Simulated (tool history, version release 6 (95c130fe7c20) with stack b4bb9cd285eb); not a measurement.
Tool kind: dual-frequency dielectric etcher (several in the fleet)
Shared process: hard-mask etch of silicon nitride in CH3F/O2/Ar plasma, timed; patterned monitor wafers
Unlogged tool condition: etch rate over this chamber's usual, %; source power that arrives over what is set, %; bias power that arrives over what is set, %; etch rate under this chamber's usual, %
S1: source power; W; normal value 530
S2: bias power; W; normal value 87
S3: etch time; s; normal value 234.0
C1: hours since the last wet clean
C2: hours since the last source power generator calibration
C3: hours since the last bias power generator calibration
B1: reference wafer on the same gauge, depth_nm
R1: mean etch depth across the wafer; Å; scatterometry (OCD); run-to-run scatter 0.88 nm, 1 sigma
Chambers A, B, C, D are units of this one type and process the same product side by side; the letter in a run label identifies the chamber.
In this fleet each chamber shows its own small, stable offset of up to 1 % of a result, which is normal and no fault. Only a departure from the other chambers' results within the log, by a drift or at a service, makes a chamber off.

| run | hour | S1 | S2 | S3 | C1 | C2 | C3 | B1 | R1 |
|---|---|---|---|---|---|---|---|---|---|
| 1D | 11.2 | 530 | 87 | 234.0 | 76.4 | 973.1 | 2655.1 | 173.90 | 1954.2 |
| 2B | 22.4 | 530 | 87 | 234.0 | 353.0 | 969.4 | 1269.2 | 174.07 | 1933.8 |
| 3A | 35.9 | 530 | 87 | 234.0 | 59.5 | 2158.2 | 2659.7 | 173.87 | 1960.1 |
| 4C | 42.7 | 530 | 87 | 234.0 | 214.8 | 2324.4 | 1311.6 | 174.00 | 1952.0 |
| 5C | 53.4 | 530 | 87 | 234.0 | 225.5 | 2335.1 | 1322.3 | 173.97 | 1956.8 |
| 6D | 61.3 | 530 | 87 | 234.0 | 126.5 | 1023.2 | 2705.2 | 174.06 | 1937.6 |
| 7A | 69.0 | 530 | 87 | 234.0 | 92.6 | 2191.3 | 2692.8 | 174.13 | 1966.2 |
| 8B | 76.8 | 460 | 99 | 234.0 | 407.4 | 1023.8 | 1323.6 | 174.25 | 1923.9 |
| 9C | 89.4 | 460 | 99 | 234.0 | 261.5 | 2371.1 | 1358.3 | 174.03 | 1945.7 |
| 10A | 96.8 | 460 | 99 | 234.0 | 120.4 | 2219.1 | 2720.6 | 174.20 | 1952.8 |
| 11B | 107.7 | 460 | 99 | 234.0 | 438.3 | 1054.7 | 1354.5 | 173.85 | 1929.9 |
|  | 119.2 | chamber B: wet clean of the chamber |
| 12D | 121.3 | 530 | 87 | 234.0 | 186.5 | 1083.2 | 2765.2 | 174.07 | 1938.1 |
| 13D | 127.9 | 530 | 87 | 234.0 | 193.1 | 1089.8 | 2771.8 | 174.12 | 1947.5 |
| 14B | 137.2 | 530 | 87 | 234.0 | 18.1 | 1084.2 | 1384.0 | 173.96 | 1997.2 |
| 15C | 143.8 | 530 | 87 | 209.5 | 315.9 | 2425.5 | 1412.7 | 174.07 | 1755.4 |
| 16A | 152.6 | 530 | 87 | 209.5 | 176.2 | 2274.9 | 2776.4 | 174.01 | 1756.8 |
| 17C | 166.3 | 530 | 87 | 209.5 | 338.4 | 2448.0 | 1435.2 | 174.13 | 1757.0 |
| 18B | 177.3 | 530 | 87 | 209.5 | 58.2 | 1124.3 | 1424.1 | 173.97 | 1793.8 |
| 19A | 189.7 | 530 | 87 | 234.0 | 213.3 | 2312.0 | 2813.5 | 174.10 | 1955.5 |
| 20D | 198.4 | 640 | 87 | 234.0 | 263.6 | 1160.3 | 2842.3 | 173.68 | 2098.3 |
| 21A | 210.2 | 640 | 87 | 234.0 | 233.8 | 2332.5 | 2834.0 | 173.79 | 2106.4 |
|  | 217.0 | chamber C: wet clean of the chamber |
| 22C | 222.9 | 640 | 87 | 234.0 | 5.9 | 2504.6 | 1491.8 | 173.84 | 2108.4 |
|  | 225.1 | chamber C: bias power generator calibrated |
| 23B | 231.6 | 640 | 87 | 234.0 | 112.5 | 1178.6 | 1478.4 | 174.04 | 2148.8 |
| 24D | 239.0 | 530 | 87 | 234.0 | 304.2 | 1200.9 | 2882.9 | 173.99 | 1964.2 |
| 25D | 252.5 | 530 | 87 | 234.0 | 317.7 | 1214.4 | 2896.4 | 174.04 | 1958.9 |
| 26C | 264.7 | 530 | 87 | 204.0 | 47.7 | 2546.4 | 39.7 | 174.14 | 1697.0 |
| 27B | 271.1 | 530 | 87 | 204.0 | 152.0 | 1218.1 | 1517.9 | 174.07 | 1755.4 |
| 28A | 279.9 | 530 | 87 | 204.0 | 303.5 | 2402.2 | 2903.7 | 174.15 | 1700.6 |
| 29B | 288.6 | 530 | 87 | 204.0 | 169.5 | 1235.6 | 1535.4 | 173.98 | 1735.0 |
| 30D | 296.4 | 530 | 87 | 234.0 | 361.6 | 1258.3 | 2940.3 | 174.11 | 1972.1 |
| 31A | 303.4 | 530 | 87 | 234.0 | 327.0 | 2425.7 | 2927.2 | 173.91 | 1955.6 |
| 32C | 309.6 | 650 | 87 | 234.0 | 92.6 | 2591.3 | 84.6 | 173.92 | 2117.3 |
| 33A | 319.3 | 650 | 87 | 234.0 | 342.9 | 2441.6 | 2943.1 | 174.12 | 2133.1 |
| 34C | 327.7 | 650 | 87 | 234.0 | 110.7 | 2609.4 | 102.7 | 174.20 | 2119.2 |
| 35B | 339.2 | 650 | 87 | 234.0 | 220.1 | 1286.2 | 1586.0 | 174.09 | 2171.4 |

Decide between three cases: one chamber stands off from its peers, the gauge reading all wafers drifts, or nothing is wrong past each chamber's small offset. Where a chamber is off, say which and what most likely put it there.

Chamber B has stood off from the others ever since a service on it.
Most likely cause: etch rate over this chamber's usual, % = 3.11.

Chamber B could run next with any of the 4 candidate recipes listed below; each alters the usual settings, and their results appear as question marks. Which one brings its results back in line with what the other chambers deliver on the usual settings?
Allowed miss from the other chambers' usual-settings mean, per result, to count as in line: R1 31.0 Å
| 36B-1 | 349.2 | 540 | 88 | 244.0 |  |  |  |  | ? |
| 36B-2 | 349.2 | 530 | 81 | 234.0 |  |  |  |  | ? |
| 36B-3 | 349.2 | 530 | 87 | 239.0 |  |  |  |  | ? |
| 36B-4 | 349.2 | 520 | 86 | 224.0 |  |  |  |  | ? |

Mean of the other chambers on the usual settings: R1 1959.1 Å
| run | R1 |
|---|---|
| 36B-1 | 2113.0 |
| 36B-2 | 1955.0 |
| 36B-3 | 2046.8 |
| 36B-4 | 1896.8 |
36B-2 brings the chamber back in line.

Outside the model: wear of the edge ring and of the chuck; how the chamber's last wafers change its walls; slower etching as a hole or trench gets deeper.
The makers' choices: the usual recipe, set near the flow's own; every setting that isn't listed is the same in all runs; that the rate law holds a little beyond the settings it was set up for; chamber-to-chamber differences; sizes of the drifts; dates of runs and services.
